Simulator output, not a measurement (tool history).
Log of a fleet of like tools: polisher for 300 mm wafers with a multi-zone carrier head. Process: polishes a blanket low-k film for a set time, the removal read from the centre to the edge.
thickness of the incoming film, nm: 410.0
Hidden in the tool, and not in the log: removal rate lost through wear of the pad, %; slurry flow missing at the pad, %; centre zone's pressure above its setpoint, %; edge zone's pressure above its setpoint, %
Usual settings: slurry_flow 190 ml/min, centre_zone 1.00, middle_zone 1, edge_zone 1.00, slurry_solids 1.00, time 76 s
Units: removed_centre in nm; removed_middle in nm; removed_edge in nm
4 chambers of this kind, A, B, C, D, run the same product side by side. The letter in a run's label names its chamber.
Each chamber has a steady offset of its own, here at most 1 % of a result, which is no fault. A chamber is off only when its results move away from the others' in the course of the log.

run	hour	slurry_flow	centre_zone	middle_zone	edge_zone	slurry_solids	time	wafers polished on this pad	hours since the slurry nozzle was cleaned	hours since the centre zone pressure was calibrated	hours since the edge zone pressure was calibrated	removed_centre	removed_middle	removed_edge
# hour 2.3: chamber A: worn pad replaced by a new one
# hour 2.8: chamber D: worn pad replaced by a new one
1C	8.2	190	1.00	1	1.00	1.00	76	325	306.2	938.6	1019.5	33.734	33.675	34.289
# hour 13.6: chamber B: worn pad replaced by a new one
2B	19.5	190	1.00	1	1.00	1.00	76	53	129.7	71.5	967.3	34.877	34.506	33.758
3D	27.4	190	1.00	1	1.00	1.00	76	225	144.6	65.8	159.5	34.683	33.668	34.488
# hour 34.1: chamber A: centre zone pressure recalibrated
4A	38.6	190	1.00	1	1.00	1.00	76	332	93.8	4.5	939.8	33.338	34.262	34.320
# hour 45.4: chamber C: worn pad replaced by a new one
5A	46.6	190	1.00	1	1.00	1.00	76	405	101.8	12.5	947.8	34.390	34.313	33.515
6B	58.9	190	1.00	1	1.00	1.00	76	413	169.1	110.9	1006.7	34.633	34.462	33.898
# hour 64.2: chamber D: worn pad replaced by a new one
7D	66.3	190	1.00	1	1.00	1.00	76	19	183.5	104.7	198.4	34.394	34.328	34.677
8C	72.7	190	0.93	1	1.00	1.00	76	249	370.7	1003.1	1084.0	31.115	34.297	34.010
# hour 76.6: chamber C: edge zone pressure recalibrated
9A	80.7	190	0.93	1	1.00	1.00	76	716	135.9	46.6	981.9	31.142	33.895	35.083
10C	89.4	190	0.93	1	1.00	1.00	76	402	387.4	1019.8	12.8	31.179	33.934	33.725
# hour 100.5: chamber A: worn pad replaced by a new one
11D	103.0	190	0.93	1	1.00	1.00	76	354	220.2	141.4	235.1	31.481	34.015	34.097
# hour 105.2: chamber B: worn pad replaced by a new one
12B	112.8	190	1.00	1	1.00	1.00	76	69	223.0	164.8	1060.6	34.648	34.341	33.865
13D	119.7	230	1.00	1	1.10	1.00	76	506	236.9	158.1	251.8	35.558	34.927	36.291
# hour 124.0: chamber D: worn pad replaced by a new one
# hour 125.6: chamber D: slurry nozzle cleaned
14B	127.2	230	1.00	1	1.10	1.00	76	201	237.4	179.2	1075.0	35.730	35.573	35.889
15A	133.3	230	1.00	1	1.10	1.00	76	299	188.5	99.2	1034.5	35.635	34.795	36.798
# hour 138.2: chamber C: worn pad replaced by a new one
# hour 138.7: chamber B: edge zone pressure recalibrated
16C	145.7	230	1.00	1	1.10	1.00	76	69	443.7	1076.1	69.1	35.087	34.959	37.113
# hour 147.7: chamber A: edge zone pressure recalibrated
17D	155.3	190	1.00	1	1.00	1.15	76	285	29.7	193.7	287.4	36.814	36.389	36.273
18C	168.6	190	1.00	1	1.00	1.15	76	278	466.6	1099.0	92.0	36.051	35.925	34.951
# hour 180.6: chamber D: worn pad replaced by a new one
19B	181.0	190	1.00	1	1.00	1.15	76	692	291.2	233.0	42.4	36.680	36.433	36.258
20A	187.3	190	1.00	1	1.00	1.15	76	792	242.5	153.2	39.7	35.931	36.329	36.093
# hour 192.3: chamber B: worn pad replaced by a new one
21C	195.0	190	1.00	1	1.00	1.00	76	518	493.0	1125.4	118.4	33.371	34.034	33.555
22B	203.3	190	0.96	1	0.92	1.00	76	101	313.5	255.3	64.7	32.902	34.444	31.586
# hour 210.0: chamber C: slurry nozzle cleaned
# hour 212.1: chamber A: worn pad replaced by a new one
23D	212.6	190	0.96	1	0.92	1.00	76	292	87.0	251.0	344.7	32.714	34.136	32.953
# hour 217.2: chamber C: worn pad replaced by a new one
24A	219.2	190	0.96	1	0.92	1.00	76	64	274.4	185.1	71.6	32.652	34.352	32.066
# hour 222.2: chamber B: slurry nozzle cleaned
25C	226.5	190	0.96	1	0.92	1.00	76	85	16.5	1156.9	149.9	32.509	34.192	32.814
26D	236.2	190	1.00	1	1.00	1.00	76	507	110.6	274.6	368.3	34.091	34.120	34.695
27A	243.3	190	1.00	1	1.00	1.00	76	284	298.5	209.2	95.7	34.101	33.875	33.890
28B	251.3	190	1.00	1	1.00	1.00	76	539	29.1	303.3	112.7	34.922	34.404	35.164
# hour 251.5: chamber D: worn pad replaced by a new one
29D	262.2	190	1.00	1	1.00	1.00	76	98	136.6	300.6	394.3	34.459	34.241	33.858
30B	275.3	190	1.00	1	1.00	1.00	76	758	53.1	327.3	136.7	34.475	34.422	34.504
31A	284.1	190	1.00	1	1.00	1.00	76	657	339.3	250.0	136.5	34.083	34.247	35.117

All 4 chambers run these settings next. Forecast each chamber's results:
32A	293.9	190	1.00	1	1.00	1.15	76					?	?	?
32B	293.9	190	1.00	1	1.00	1.15	76					?	?	?
32C	293.9	190	1.00	1	1.00	1.15	76					?	?	?
32D	293.9	190	1.00	1	1.00	1.15	76					?	?	?

run	removed_centre	removed_middle	removed_edge
32A	36.105	36.201	36.673
32B	37.190	36.462	36.360
32C	35.973	36.068	36.211
32D	36.948	35.680	36.915
